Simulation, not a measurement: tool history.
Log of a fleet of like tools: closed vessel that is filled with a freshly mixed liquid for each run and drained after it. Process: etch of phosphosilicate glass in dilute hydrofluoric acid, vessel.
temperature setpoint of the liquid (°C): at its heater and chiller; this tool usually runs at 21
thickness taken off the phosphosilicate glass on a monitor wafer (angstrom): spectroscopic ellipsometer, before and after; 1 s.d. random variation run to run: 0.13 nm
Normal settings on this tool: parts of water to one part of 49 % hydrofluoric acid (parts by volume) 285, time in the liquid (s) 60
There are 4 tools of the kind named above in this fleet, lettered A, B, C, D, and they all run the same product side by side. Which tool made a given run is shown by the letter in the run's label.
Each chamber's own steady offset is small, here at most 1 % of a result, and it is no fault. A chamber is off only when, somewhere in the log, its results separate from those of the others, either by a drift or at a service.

run,hour,temperature setpoint of the liquid (°C),parts of water to one part of 49 % hydrofluoric acid (parts by volume),time in the liquid (s),"read-back film thickness of the phosphosilicate glass reference wafer, read on the same gauge (nm)",thickness taken off the phosphosilicate glass on a monitor wafer (angstrom)
# hour 2.2: chamber D: hydrofluoric acid flow meter replaced
1A,6.3,21,285,60,60.011,147.99
2D,14.6,21,285,60,59.976,148.18
3B,22,21,285,60,59.999,144.85
4C,26.4,21,285,60,59.987,145.07
5A,33.6,21,285,60,60.021,148.03
6D,38.4,21,285,60,60.028,150.01
7C,43.7,21,285,60,60.015,146.81
8B,49.3,21,350,40,60.018,73.952
9D,55.9,21,350,40,60.017,75.709
10B,59.8,21,350,40,59.99,75.411
11C,68,21,350,40,59.959,76.087
12A,75.5,21,285,60,60.049,150.17
13A,81.3,23.5,285,35,59.995,95.053
# hour 85.5: chamber B: hydrofluoric acid flow meter replaced
14B,86,23.5,285,35,60.008,94.981
15C,92.3,23.5,285,35,60.032,93.47
16D,101.1,23.5,285,35,59.991,94.435
17B,109.7,18,205,60,60.02,196.08
18C,113.9,18,205,60,59.974,197.36
19A,118.7,18,205,60,59.971,194.71
20D,125.5,18,205,60,60.005,196.83
21C,133.8,21,285,60,60.003,147.99
22B,139.5,21,285,30,60.008,73.527
23D,143.5,21,285,30,59.973,73.615
24A,150.4,21,285,30,59.995,72.801
25A,158.3,21,285,30,60.064,72.936
26B,166.1,21,285,60,59.993,146.47
27C,175,21,285,60,60.005,146.86
28D,181.6,21,285,60,60.021,145.32
29B,190.3,21,285,60,59.983,146.28

Next, every chamber runs the same settings. What will each give?
30A,196.7,18,285,60,,?
30B,196.7,18,285,60,,?
30C,196.7,18,285,60,,?
30D,196.7,18,285,60,,?

run,thickness taken off the phosphosilicate glass on a monitor wafer (angstrom)
30A,132.04
30B,132.38
30C,132.28
30D,135.04
